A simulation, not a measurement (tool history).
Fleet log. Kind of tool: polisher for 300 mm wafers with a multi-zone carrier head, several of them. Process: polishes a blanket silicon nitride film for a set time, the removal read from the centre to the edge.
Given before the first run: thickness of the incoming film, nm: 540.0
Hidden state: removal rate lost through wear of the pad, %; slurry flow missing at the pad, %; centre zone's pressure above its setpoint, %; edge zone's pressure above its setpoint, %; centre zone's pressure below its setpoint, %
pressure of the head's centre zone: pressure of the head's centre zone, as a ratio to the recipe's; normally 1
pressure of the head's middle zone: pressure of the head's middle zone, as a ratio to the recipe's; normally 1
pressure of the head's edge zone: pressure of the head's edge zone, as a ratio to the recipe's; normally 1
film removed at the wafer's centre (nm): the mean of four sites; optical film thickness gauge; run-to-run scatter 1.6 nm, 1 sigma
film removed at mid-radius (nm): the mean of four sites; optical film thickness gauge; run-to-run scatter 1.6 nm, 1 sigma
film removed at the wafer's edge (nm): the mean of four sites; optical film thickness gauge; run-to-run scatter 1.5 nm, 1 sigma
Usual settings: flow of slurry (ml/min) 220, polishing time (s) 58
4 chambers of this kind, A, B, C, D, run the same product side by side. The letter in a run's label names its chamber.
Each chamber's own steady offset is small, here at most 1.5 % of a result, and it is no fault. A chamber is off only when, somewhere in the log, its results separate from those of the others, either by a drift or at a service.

run   hour  flow of slurry (ml/min)  pressure of the head's centre zone  pressure of the head's middle zone  pressure of the head's edge zone  polishing time (s)  wafers polished on this pad  hours since the slurry nozzle was cleaned  hours since the centre zone pressure was calibrated  hours since the edge zone pressure was calibrated  film removed at the wafer's centre (nm)  film removed at mid-radius (nm)  film removed at the wafer's edge (nm)
 1A    4.8                      220                                   1                                   1                                 1                  58                         1088                                        9.4                                               1008.6                                                8.6                                   136.93                           135.55                                 135.28
       6.7  -- chamber A: worn pad replaced by a new one
 2B   11.4                      220                                   1                                   1                                 1                  58                          572                                      651.6                                               1101.6                                              729.2                                   133.52                           135.25                                 136.52
 3D   19.1                      220                                   1                                   1                                 1                  58                          304                                      265.3                                                 30.6                                              229.1                                    135.6                           134.39                                  134.8
 4C   27.6                      220                                   1                                   1                                 1                  58                         1193                                      541.9                                                237.5                                              373.3                                   135.06                           134.34                                 135.91
      31.3  -- chamber C: worn pad replaced by a new one
 5D   34.8                      220                                   1                                1.09                                 1                  58                          438                                        281                                                 46.3                                              244.8                                   135.63                           147.44                                 131.04
 6C     39                      220                                   1                                1.09                                 1                  58                           66                                      553.3                                                248.9                                              384.7                                   133.97                            148.2                                 136.23
 7B   44.3                      220                                   1                                1.09                                 1                  58                          854                                      684.5                                               1134.5                                              762.1                                   134.21                           149.78                                 135.45
      44.7  -- chamber B: worn pad replaced by a new one
 8A   49.2                      220                                   1                                1.09                                 1                  58                          365                                       53.8                                                 1053                                                 53                                   136.23                           143.92                                  134.9
 9B   53.7                      220                                   1                                   1                                 1                  58                           77                                      693.9                                               1143.9                                              771.5                                   136.47                           133.91                                 134.89
10A   59.1                      220                                   1                                   1                                 1                  58                          450                                       63.7                                               1062.9                                               62.9                                   135.04                           136.95                                 139.46
      61.4  -- chamber D: slurry nozzle cleaned
11C   64.5                      220                                   1                                   1                                 1                  58                          285                                      578.8                                                274.4                                              410.2                                   137.23                           132.54                                  135.5
12D   68.8                      220                                   1                                   1                                 1                  58                          730                                        7.5                                                 80.3                                              278.8                                   138.55                           136.25                                 135.66
      69.1  -- chamber D: worn pad replaced by a new one
13C   74.1                      220                                   1                                0.93                                 1                  58                          367                                      588.4                                                  284                                              419.8                                   133.28                           128.01                                 137.81
14D   79.4                      220                                   1                                0.93                                 1                  58                           88                                       18.1                                                 90.9                                              289.4                                    132.4                           127.78                                 134.06
      84.7  -- chamber A: centre zone pressure recalibrated
15B   86.9                      220                                   1                                0.93                                 1                  58                          362                                      727.1                                               1177.1                                              804.7                                   135.24                           127.48                                 135.72
16A   94.4                      220                                   1                                0.93                                 1                  58                          753                                         99                                                  9.7                                               98.2                                   145.42                           127.58                                  136.5
17D   99.4                      220                                   1                                   1                                 1                  58                          260                                       38.1                                                110.9                                              309.4                                   137.09                            136.5                                 132.12
18A  104.2                      270                                   1                                   1                                 1                  68                          837                                      108.8                                                 19.5                                                108                                   178.99                           167.18                                 162.67
19C  113.1                      270                                   1                                   1                                 1                  68                          702                                      627.4                                                  323                                              458.8                                   162.09                            161.9                                 163.04
20B  119.2                      270                                   1                                   1                                 1                  68                          639                                      759.4                                               1209.4                                                837                                    163.6                           164.95                                 164.12
     122.9  -- chamber C: centre zone pressure recalibrated
21A  126.6                      270                                   1                                   1                                 1                  68                         1029                                      131.2                                                 41.9                                              130.4                                   175.89                            161.2                                 166.05
22D  135.5                      220                                   1                                   1                                 1                  58                          569                                       74.2                                                  147                                              345.5                                   135.05                           136.04                                 131.48
     139.7  -- chamber A: worn pad replaced by a new one
     140.2  -- chamber C: worn pad replaced by a new one
23C  144.3                      220                                   1                                   1                                 1                  58                           35                                      658.6                                                 21.4                                                490                                   131.04                            136.2                                 137.19
     146.1  -- chamber B: worn pad replaced by a new one
24B    149                      220                                   1                                   1                                 1                  58                           25                                      789.2                                               1239.2                                              866.8                                   133.19                           137.36                                  136.7
     149.9  -- chamber C: slurry nozzle cleaned
     151.8  -- chamber D: worn pad replaced by a new one
25C  155.8                      220                                   1                                1.07                                 1                  43                          134                                          6                                                 32.9                                              501.5                                   102.06                           106.57                                 99.534
26B  161.5                      220                                   1                                1.07                                 1                  43                          132                                      801.7                                               1251.7                                              879.3                                   101.57                            107.4                                 100.27
27D  169.4                      220                                   1                                1.07                                 1                  43                          151                                      108.1                                                180.9                                              379.4                                   100.21                            106.4                                 98.862
28A  177.1                      220                                   1                                1.07                                 1                  43                          321                                      181.7                                                 92.4                                              180.9                                   109.36                           108.01                                 100.61
29D  185.2                      220                                   1                                   1                                 1                  58                          287                                      123.9                                                196.7                                              395.2                                   136.65                           134.94                                 132.93
30C  189.8                      220                                   1                                   1                                 1                  58                          426                                         40                                                 66.9                                              535.5                                   135.19                            134.6                                 135.89
31A  197.4                      220                                   1                                   1                                 1                  58                          495                                        202                                                112.7                                              201.2                                   147.22                           132.97                                 136.89
32B  204.5                      220                                   1                                   1                                 1                  58                          501                                      844.7                                               1294.7                                              922.3                                   134.45                           138.02                                 136.16
33C  210.8                      220                                   1                                   1                                 1                  58                          606                                         61                                                 87.9                                              556.5                                   135.57                           137.55                                 138.32
34B  215.2                      220                                   1                                   1                                 1                  58                          593                                      855.4                                               1305.4                                                933                                   134.81                           137.57                                 136.04
35D  223.6                      220                                   1                                   1                                 1                  58                          616                                      162.3                                                235.1                                              433.6                                   137.15                           134.72                                 136.79
36A  229.9                      220                                   1                                   1                                 1                  58                          774                                      234.5                                                145.2                                              233.7                                   148.67                           133.76                                 139.32
37C  238.6                      220                                   1                                   1                                 1                  58                          844                                       88.8                                                115.7                                              584.3                                   132.69                           133.37                                 134.82
     240.8  -- chamber D: worn pad replaced by a new one
38B  245.1                      275                                   1                                   1                                 1                  70                          849                                      885.3                                               1335.3                                              962.9                                    166.9                           169.99                                 167.67
39D  253.1                      275                                   1                                   1                                 1                  70                          105                                      191.8                                                264.6                                              463.1                                   166.01                           168.82                                 164.37
     256.8  -- chamber A: worn pad replaced by a new one
40A  261.2                      275                                   1                                   1                                 1                  70                           38                                      265.8                                                176.5                                                265                                   180.52                           168.87                                 169.38
41C  265.4                      275                                   1                                   1                                 1                  70                         1074                                      115.6                                                142.5                                              611.1                                   170.31                           166.16                                  164.8
42D  269.6                      220                                   1                                   1                                 1                  58                          247                                      208.3                                                281.1                                              479.6                                   136.06                           134.64                                 133.38

Next, all 4 chambers run the settings below, one line each with question marks for the results. What does each chamber give?
43A   276                      220                                   1                                   1                                 1                  58                                                                                                                                                                                                                        ?                                ?                                      ?
43B   276                      220                                   1                                   1                                 1                  58                                                                                                                                                                                                                        ?                                ?                                      ?
43C   276                      220                                   1                                   1                                 1                  58                                                                                                                                                                                                                        ?                                ?                                      ?
43D   276                      220                                   1                                   1                                 1                  58                                                                                                                                                                                                                        ?                                ?                                      ?

run  film removed at the wafer's centre (nm)  film removed at mid-radius (nm)  film removed at the wafer's edge (nm)
43A                                   143.94                           136.87                                  140.2
43B                                   132.56                           132.67                                 137.32
43C                                   136.08                           134.72                                 135.98
43D                                   136.36                           134.87                                 136.23

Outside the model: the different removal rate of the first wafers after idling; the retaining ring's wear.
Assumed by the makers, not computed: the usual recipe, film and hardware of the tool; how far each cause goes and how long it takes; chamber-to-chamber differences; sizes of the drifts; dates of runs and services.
